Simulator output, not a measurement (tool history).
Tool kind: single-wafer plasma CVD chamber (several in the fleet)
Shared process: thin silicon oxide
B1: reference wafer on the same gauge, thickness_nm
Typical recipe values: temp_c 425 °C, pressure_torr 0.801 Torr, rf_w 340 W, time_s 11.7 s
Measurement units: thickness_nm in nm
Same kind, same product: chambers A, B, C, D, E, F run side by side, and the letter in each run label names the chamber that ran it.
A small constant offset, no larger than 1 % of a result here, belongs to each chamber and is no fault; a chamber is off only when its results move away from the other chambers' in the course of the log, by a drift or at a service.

run 1C hour=6.1 | temp_c=425 pressure_torr=0.801 rf_w=340 time_s=11.7 | B1=25.705 | thickness_nm=22.156
run 2B hour=10.3 | temp_c=425 pressure_torr=0.801 rf_w=340 time_s=11.7 | B1=25.72 | thickness_nm=22.147
run 3D hour=17.2 | temp_c=425 pressure_torr=0.801 rf_w=340 time_s=11.7 | B1=25.7 | thickness_nm=22.26
run 4A hour=24.8 | temp_c=425 pressure_torr=0.801 rf_w=340 time_s=11.7 | B1=25.698 | thickness_nm=22.03
run 5F hour=31 | temp_c=425 pressure_torr=0.801 rf_w=340 time_s=11.7 | B1=25.716 | thickness_nm=22.177
run 6E hour=37.1 | temp_c=425 pressure_torr=0.801 rf_w=340 time_s=11.7 | B1=25.709 | thickness_nm=22.414
run 7B hour=43.2 | temp_c=425 pressure_torr=0.801 rf_w=340 time_s=11.7 | B1=25.691 | thickness_nm=22.159
run 8F hour=47.2 | temp_c=425 pressure_torr=0.801 rf_w=340 time_s=11.7 | B1=25.695 | thickness_nm=22.223
run 9C hour=54.4 | temp_c=425 pressure_torr=0.801 rf_w=340 time_s=11.7 | B1=25.691 | thickness_nm=22.061
run 10A hour=59.1 | temp_c=425 pressure_torr=0.801 rf_w=340 time_s=11.7 | B1=25.703 | thickness_nm=21.991
run 11D hour=63.6 | temp_c=418 pressure_torr=0.801 rf_w=340 time_s=11.7 | B1=25.702 | thickness_nm=22.299
run 12E hour=69.5 | temp_c=418 pressure_torr=0.801 rf_w=340 time_s=11.7 | B1=25.692 | thickness_nm=22.557
run 13D hour=75.1 | temp_c=418 pressure_torr=0.801 rf_w=340 time_s=11.7 | B1=25.698 | thickness_nm=22.315
run 14B hour=80.7 | temp_c=418 pressure_torr=0.801 rf_w=340 time_s=11.7 | B1=25.703 | thickness_nm=22.176
run 15C hour=88 | temp_c=418 pressure_torr=0.801 rf_w=340 time_s=11.7 | B1=25.692 | thickness_nm=22.146
run 16F hour=91.5 | temp_c=418 pressure_torr=0.801 rf_w=340 time_s=11.7 | B1=25.7 | thickness_nm=22.351
run 17A hour=97 | temp_c=425 pressure_torr=0.801 rf_w=340 time_s=11.7 | B1=25.704 | thickness_nm=22.115
run 18E hour=101.7 | temp_c=425 pressure_torr=0.641 rf_w=340 time_s=13.9 | B1=25.687 | thickness_nm=21.286
run 19D hour=108.5 | temp_c=425 pressure_torr=0.641 rf_w=340 time_s=13.9 | B1=25.705 | thickness_nm=20.985
run 20B hour=112.3 | temp_c=425 pressure_torr=0.641 rf_w=340 time_s=13.9 | B1=25.704 | thickness_nm=20.722
run 21C hour=115.7 | temp_c=425 pressure_torr=0.641 rf_w=340 time_s=13.9 | B1=25.711 | thickness_nm=20.69
run 22A hour=123.4 | temp_c=425 pressure_torr=0.641 rf_w=340 time_s=13.9 | B1=25.702 | thickness_nm=20.793
run 23F hour=128.9 | temp_c=425 pressure_torr=0.641 rf_w=340 time_s=13.9 | B1=25.695 | thickness_nm=20.984
run 24E hour=132.8 | temp_c=425 pressure_torr=0.801 rf_w=340 time_s=11.7 | B1=25.695 | thickness_nm=22.462
-- hour=135 chamber B: capacitance manometer re-zeroed and calibrated
run 25A hour=140.3 | temp_c=425 pressure_torr=0.801 rf_w=340 time_s=11.7 | B1=25.698 | thickness_nm=22.122
run 26B hour=145.8 | temp_c=425 pressure_torr=0.611 rf_w=295 time_s=11.7 | B1=25.702 | thickness_nm=15.714
-- hour=148.8 chamber A: capacitance manometer re-zeroed and calibrated
run 27C hour=150 | temp_c=425 pressure_torr=0.611 rf_w=295 time_s=11.7 | B1=25.707 | thickness_nm=15.671
run 28E hour=155.3 | temp_c=425 pressure_torr=0.611 rf_w=295 time_s=11.7 | B1=25.693 | thickness_nm=16.293
run 29D hour=161.8 | temp_c=425 pressure_torr=0.611 rf_w=295 time_s=11.7 | B1=25.709 | thickness_nm=15.863
run 30F hour=165.9 | temp_c=425 pressure_torr=0.611 rf_w=295 time_s=11.7 | B1=25.714 | thickness_nm=15.889
-- hour=168.7 chamber E: RF generator calibrated
run 31F hour=169.2 | temp_c=425 pressure_torr=0.611 rf_w=295 time_s=11.7 | B1=25.7 | thickness_nm=15.91
run 32D hour=174.2 | temp_c=425 pressure_torr=0.869 rf_w=340 time_s=11.7 | B1=25.697 | thickness_nm=23.918
run 33A hour=179.9 | temp_c=425 pressure_torr=0.869 rf_w=340 time_s=11.7 | B1=25.705 | thickness_nm=23.717
run 34C hour=184 | temp_c=425 pressure_torr=0.869 rf_w=340 time_s=11.7 | B1=25.699 | thickness_nm=23.732
run 35B hour=189 | temp_c=425 pressure_torr=0.869 rf_w=340 time_s=11.7 | B1=25.719 | thickness_nm=24.023
run 36E hour=192.6 | temp_c=425 pressure_torr=0.869 rf_w=340 time_s=11.7 | B1=25.707 | thickness_nm=24.426
run 37B hour=196.8 | temp_c=425 pressure_torr=0.869 rf_w=340 time_s=11.7 | B1=25.685 | thickness_nm=23.933

Is one chamber out of step, is the gauge drifting, or do the chambers differ by no more than their own small offsets? For an off chamber, give its letter and the likeliest cause.

One chamber, E, drifts off from the rest bit by bit.
Likeliest cause: true pressure above the setpoint (%) = 1.81.

Below are 4 candidate recipes for chamber E's next run, each the usual settings with a change, their results shown as question marks. Which of them brings E's results back in line with what the other chambers give on the usual settings?
Maximum distance from the other chambers' mean on the usual settings for a result to count as in line: thickness_nm 0.21 nm
run 38E-1 hour=202.3 | temp_c=425 pressure_torr=0.801 rf_w=350 time_s=11.7 | thickness_nm=?
run 38E-2 hour=202.3 | temp_c=426 pressure_torr=0.801 rf_w=315 time_s=11.7 | thickness_nm=?
run 38E-3 hour=202.3 | temp_c=425 pressure_torr=0.815 rf_w=340 time_s=11.8 | thickness_nm=?
run 38E-4 hour=202.3 | temp_c=425 pressure_torr=0.801 rf_w=330 time_s=11.7 | thickness_nm=?

On the usual settings, the other chambers give on average: thickness_nm 22.166 nm
run=38E-1 thickness_nm=23.039
run=38E-2 thickness_nm=22.103
run=38E-3 thickness_nm=23.344
run=38E-4 thickness_nm=22.519
38E-2 is the one that brings the chamber's results back in line with the other chambers.

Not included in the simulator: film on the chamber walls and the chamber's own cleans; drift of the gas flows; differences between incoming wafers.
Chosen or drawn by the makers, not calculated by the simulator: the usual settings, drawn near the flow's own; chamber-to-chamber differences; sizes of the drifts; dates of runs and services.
